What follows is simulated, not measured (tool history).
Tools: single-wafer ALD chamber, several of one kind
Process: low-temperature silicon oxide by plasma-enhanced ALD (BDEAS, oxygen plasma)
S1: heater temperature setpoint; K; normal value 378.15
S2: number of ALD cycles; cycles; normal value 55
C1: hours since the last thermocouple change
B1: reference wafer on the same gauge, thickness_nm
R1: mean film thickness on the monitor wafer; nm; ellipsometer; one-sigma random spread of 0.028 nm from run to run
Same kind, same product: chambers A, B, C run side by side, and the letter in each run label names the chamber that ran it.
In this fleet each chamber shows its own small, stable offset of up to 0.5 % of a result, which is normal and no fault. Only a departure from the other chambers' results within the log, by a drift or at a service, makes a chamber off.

{"run": "1A", "hour": 5.7, "S1": 378.15, "S2": 55, "C1": 666.7, "B1": 7.091, "R1": 7.794}
{"run": "2C", "hour": 12.6, "S1": 378.15, "S2": 55, "C1": 783.9, "B1": 7.0963, "R1": 7.7665}
{"run": "3B", "hour": 20.2, "S1": 378.15, "S2": 55, "C1": 393.3, "B1": 7.1026, "R1": 7.7772}
{"run": "4C", "hour": 26.1, "S1": 378.15, "S2": 55, "C1": 797.4, "B1": 7.1053, "R1": 7.7359}
{"run": "5A", "hour": 32.2, "S1": 386.15, "S2": 51, "C1": 693.2, "B1": 7.1016, "R1": 7.1198}
{"run": "6B", "hour": 40.0, "S1": 386.15, "S2": 51, "C1": 413.1, "B1": 7.0976, "R1": 7.1444}
{"run": "7A", "hour": 47.3, "S1": 386.15, "S2": 51, "C1": 708.3, "B1": 7.1018, "R1": 7.1377}
{"run": "8B", "hour": 53.4, "S1": 378.15, "S2": 55, "C1": 426.5, "B1": 7.1019, "R1": 7.8124}
{"run": "9C", "hour": 61.2, "S1": 378.15, "S2": 55, "C1": 832.5, "B1": 7.0966, "R1": 7.7711}
{"run": "10B", "hour": 68.1, "S1": 378.15, "S2": 55, "C1": 441.2, "B1": 7.1026, "R1": 7.8844}
{"run": "11A", "hour": 72.9, "S1": 378.15, "S2": 55, "C1": 733.9, "B1": 7.098, "R1": 7.7318}
{"run": "12C", "hour": 79.9, "S1": 378.15, "S2": 55, "C1": 851.2, "B1": 7.1028, "R1": 7.804}
{"run": "13C", "hour": 84.4, "S1": 378.15, "S2": 55, "C1": 855.7, "B1": 7.095, "R1": 7.7325}
{"run": "14A", "hour": 89.5, "S1": 378.15, "S2": 55, "C1": 750.5, "B1": 7.1043, "R1": 7.7846}
{"run": "15B", "hour": 93.7, "S1": 378.15, "S2": 55, "C1": 466.8, "B1": 7.1004, "R1": 7.7884}
{"run": "16B", "hour": 98.4, "S1": 378.15, "S2": 55, "C1": 471.5, "B1": 7.0959, "R1": 7.807}
{"run": "17C", "hour": 104.1, "S1": 378.15, "S2": 55, "C1": 875.4, "B1": 7.101, "R1": 7.7627}
{"run": "18A", "hour": 109.8, "S1": 378.15, "S2": 55, "C1": 770.8, "B1": 7.0975, "R1": 7.7868}
{"run": "19B", "hour": 116.8, "S1": 378.15, "S2": 55, "C1": 489.9, "B1": 7.1045, "R1": 7.8162}
{"run": "20A", "hour": 125.5, "S1": 391.15, "S2": 48, "C1": 786.5, "B1": 7.0957, "R1": 6.586}
{"run": "21C", "hour": 131.3, "S1": 391.15, "S2": 48, "C1": 902.6, "B1": 7.099, "R1": 6.6604}
{"run": "22A", "hour": 139.9, "S1": 391.15, "S2": 48, "C1": 800.9, "B1": 7.1029, "R1": 6.6104}
{"run": "23C", "hour": 148.4, "S1": 368.15, "S2": 55, "C1": 919.7, "B1": 7.0922, "R1": 8.0135}
{"run": "24B", "hour": 152.7, "S1": 368.15, "S2": 55, "C1": 525.8, "B1": 7.0977, "R1": 8.0065}
{"run": "25B", "hour": 159.1, "S1": 368.15, "S2": 55, "C1": 532.2, "B1": 7.1038, "R1": 8.0642}
{"run": "26A", "hour": 165.9, "S1": 378.15, "S2": 55, "C1": 826.9, "B1": 7.0972, "R1": 7.8049}
{"run": "27C", "hour": 171.5, "S1": 378.15, "S2": 55, "C1": 942.8, "B1": 7.0963, "R1": 7.8146}
{"run": "28A", "hour": 175.9, "S1": 366.15, "S2": 62, "C1": 836.9, "B1": 7.096, "R1": 9.0078}

Predict what each chamber gives when all 3 of them run the settings below next.
{"run": "29A", "hour": 182.2, "S1": 378.15, "S2": 55, "R1": "?"}
{"run": "29B", "hour": 182.2, "S1": 378.15, "S2": 55, "R1": "?"}
{"run": "29C", "hour": 182.2, "S1": 378.15, "S2": 55, "R1": "?"}

run=29A R1=7.7761
run=29B R1=7.7658
run=29C R1=7.7862
